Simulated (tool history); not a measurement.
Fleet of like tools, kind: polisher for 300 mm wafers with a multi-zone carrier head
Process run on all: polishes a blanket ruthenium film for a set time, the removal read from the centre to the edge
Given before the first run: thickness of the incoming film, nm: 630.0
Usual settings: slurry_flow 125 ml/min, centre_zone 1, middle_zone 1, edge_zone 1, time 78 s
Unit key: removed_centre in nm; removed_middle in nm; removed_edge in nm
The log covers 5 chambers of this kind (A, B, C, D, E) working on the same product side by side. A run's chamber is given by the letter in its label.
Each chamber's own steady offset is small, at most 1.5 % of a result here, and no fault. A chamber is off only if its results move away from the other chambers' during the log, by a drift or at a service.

| run | hour | slurry_flow | centre_zone | middle_zone | edge_zone | time | removed_centre | removed_middle | removed_edge |
|---|---|---|---|---|---|---|---|---|---|
| 1B | 10.3 | 125 | 1 | 1 | 1 | 78 | 64.81 | 65.592 | 64.346 |
|  | 13.2 | chamber B: slurry nozzle cleaned |
|  | 15.8 | chamber D: worn pad replaced by a new one |
| 2E | 22.9 | 125 | 1 | 1 | 1 | 78 | 65.369 | 65.018 | 65.643 |
| 3A | 33.1 | 125 | 1 | 1 | 1 | 78 | 63.953 | 65.204 | 64.818 |
|  | 43.3 | chamber E: worn pad replaced by a new one |
|  | 45.7 | chamber C: worn pad replaced by a new one |
| 4C | 48.5 | 125 | 1 | 1 | 1 | 78 | 66.074 | 65.131 | 65.375 |
|  | 52.4 | chamber D: centre zone pressure recalibrated |
| 5D | 56.6 | 125 | 1 | 1 | 1 | 78 | 63.799 | 65.446 | 64.266 |
| 6D | 65.6 | 125 | 1 | 1 | 1 | 78 | 64.55 | 64.977 | 64.092 |
|  | 71.1 | chamber A: worn pad replaced by a new one |
| 7B | 75.6 | 125 | 1 | 1 | 1 | 78 | 65.431 | 64.814 | 63.966 |
| 8A | 84.9 | 125 | 1 | 1 | 1 | 78 | 65.431 | 64.614 | 65.282 |
|  | 87.1 | chamber D: worn pad replaced by a new one |
|  | 90.5 | chamber B: worn pad replaced by a new one |
| 9C | 99.8 | 125 | 1 | 1 | 1 | 78 | 63.697 | 64.654 | 64.347 |
| 10E | 114.4 | 125 | 1 | 1 | 1 | 78 | 64.413 | 63.907 | 65.09 |
| 11C | 121.3 | 125 | 1 | 1 | 1 | 78 | 64.566 | 66.025 | 64.282 |
|  | 122.4 | chamber E: worn pad replaced by a new one |
| 12B | 135.4 | 125 | 1 | 1 | 1 | 78 | 65.79 | 65.218 | 64.311 |
| 13A | 147.3 | 125 | 1 | 1 | 1 | 78 | 65.098 | 66.157 | 64.853 |
|  | 152.5 | chamber D: worn pad replaced by a new one |
|  | 157.5 | chamber A: worn pad replaced by a new one |
| 14D | 159.1 | 125 | 1 | 1 | 1 | 78 | 65.729 | 65.429 | 64.198 |
|  | 160.7 | chamber C: worn pad replaced by a new one |
| 15E | 166.3 | 125 | 1 | 1 | 1 | 78 | 64.731 | 63.893 | 63.966 |
| 16C | 181.6 | 125 | 1 | 1 | 1.09 | 70 | 57.447 | 58.789 | 60.662 |
|  | 185.8 | chamber B: worn pad replaced by a new one |
|  | 195.4 | chamber E: worn pad replaced by a new one |
| 17D | 196.8 | 125 | 1 | 1 | 1.09 | 70 | 57.754 | 57.691 | 60.108 |
|  | 199.5 | chamber E: edge zone pressure recalibrated |
|  | 206.8 | chamber B: edge zone pressure recalibrated |
| 18A | 210.7 | 125 | 1 | 1 | 1.09 | 70 | 58.052 | 57.911 | 60.404 |
|  | 210.9 | chamber D: slurry nozzle cleaned |
| 19B | 220.4 | 125 | 1 | 1 | 1.09 | 70 | 59.401 | 57.407 | 60.629 |
| 20E | 227.9 | 125 | 1 | 1 | 1.09 | 70 | 58.516 | 58.434 | 60.689 |
|  | 230.7 | chamber C: centre zone pressure recalibrated |
|  | 237.4 | chamber D: worn pad replaced by a new one |
| 21D | 237.9 | 125 | 1 | 1 | 1 | 78 | 64.069 | 65.686 | 65.151 |
| 22A | 246.4 | 125 | 1 | 1 | 1 | 78 | 64.771 | 64.358 | 65.559 |
|  | 251.6 | chamber A: worn pad replaced by a new one |
| 23E | 257.3 | 125 | 1 | 1 | 1 | 78 | 63.471 | 63.761 | 64.347 |
|  | 264.4 | chamber B: worn pad replaced by a new one |
|  | 267.4 | chamber C: worn pad replaced by a new one |
| 24B | 271.1 | 125 | 1 | 1 | 1 | 78 | 64.454 | 65.841 | 64.8 |
|  | 274.7 | chamber E: worn pad replaced by a new one |
| 25C | 278.6 | 125 | 1 | 1 | 1 | 78 | 69.291 | 64.42 | 64.878 |
| 26A | 293.8 | 125 | 1 | 1 | 1 | 78 | 64.58 | 64.918 | 65.444 |
|  | 294.2 | chamber B: centre zone pressure recalibrated |
|  | 303.7 | chamber D: worn pad replaced by a new one |
| 27D | 308.1 | 125 | 1 | 1 | 1 | 78 | 65.685 | 63.807 | 64.886 |
| 28C | 316.5 | 90 | 1 | 1 | 1 | 78 | 63.748 | 59.119 | 60.627 |
| 29B | 330.5 | 90 | 1 | 1 | 1 | 78 | 59.527 | 58.986 | 60.681 |
| 30E | 341.8 | 90 | 1 | 1 | 1 | 78 | 57.937 | 59.541 | 60.515 |
| 31C | 352.2 | 90 | 1 | 1 | 1 | 78 | 64.5 | 60.223 | 60.343 |
|  | 353.2 | chamber A: worn pad replaced by a new one |
|  | 357.6 | chamber B: worn pad replaced by a new one |
| 32B | 367.5 | 90 | 1 | 1 | 1 | 78 | 59.378 | 60.276 | 61.107 |
| 33A | 379.6 | 125 | 1 | 1 | 1 | 78 | 65.538 | 64.698 | 64.506 |

Has any chamber moved away from the others, gradually or after a service, or does the common gauge drift, or do the chambers differ only by their own small steady offsets? State the chamber and the most likely cause if one applies.

A service on chamber C put it out of line with the rest.
Likeliest cause: centre zone's pressure above its setpoint, % = 9.19.

Below are 4 candidate recipes for chamber C's next run, each the usual settings with a change, their results shown as question marks. Which of them brings C's results back in line with what the other chambers give on the usual settings?
In line means no further than this from the other chambers' mean on the usual settings: removed_centre 2.6 nm; removed_middle 2.6 nm; removed_edge 1.4 nm
| 34C-1 | 390.9 | 135 | 1.14 | 0.97 | 0.95 | 79 | ? | ? | ? |
| 34C-2 | 390.9 | 130 | 1.06 | 0.99 | 0.98 | 78 | ? | ? | ? |
| 34C-3 | 390.9 | 115 | 0.87 | 1.03 | 1.05 | 77 | ? | ? | ? |
| 34C-4 | 390.9 | 120 | 0.94 | 1.01 | 1.02 | 78 | ? | ? | ? |

Mean of the other chambers on the usual settings: removed_centre 64.943 nm; removed_middle 64.711 nm; removed_edge 64.458 nm
| run | removed_centre | removed_middle | removed_edge |
|---|---|---|---|
| 34C-1 | 84.689 | 64.619 | 64.375 |
| 34C-2 | 76.525 | 64.518 | 64.198 |
| 34C-3 | 58.761 | 64.271 | 64.382 |
| 34C-4 | 65.648 | 64.57 | 64.702 |
The answer is 34C-4, which returns the chamber to within the allowed miss of the others.
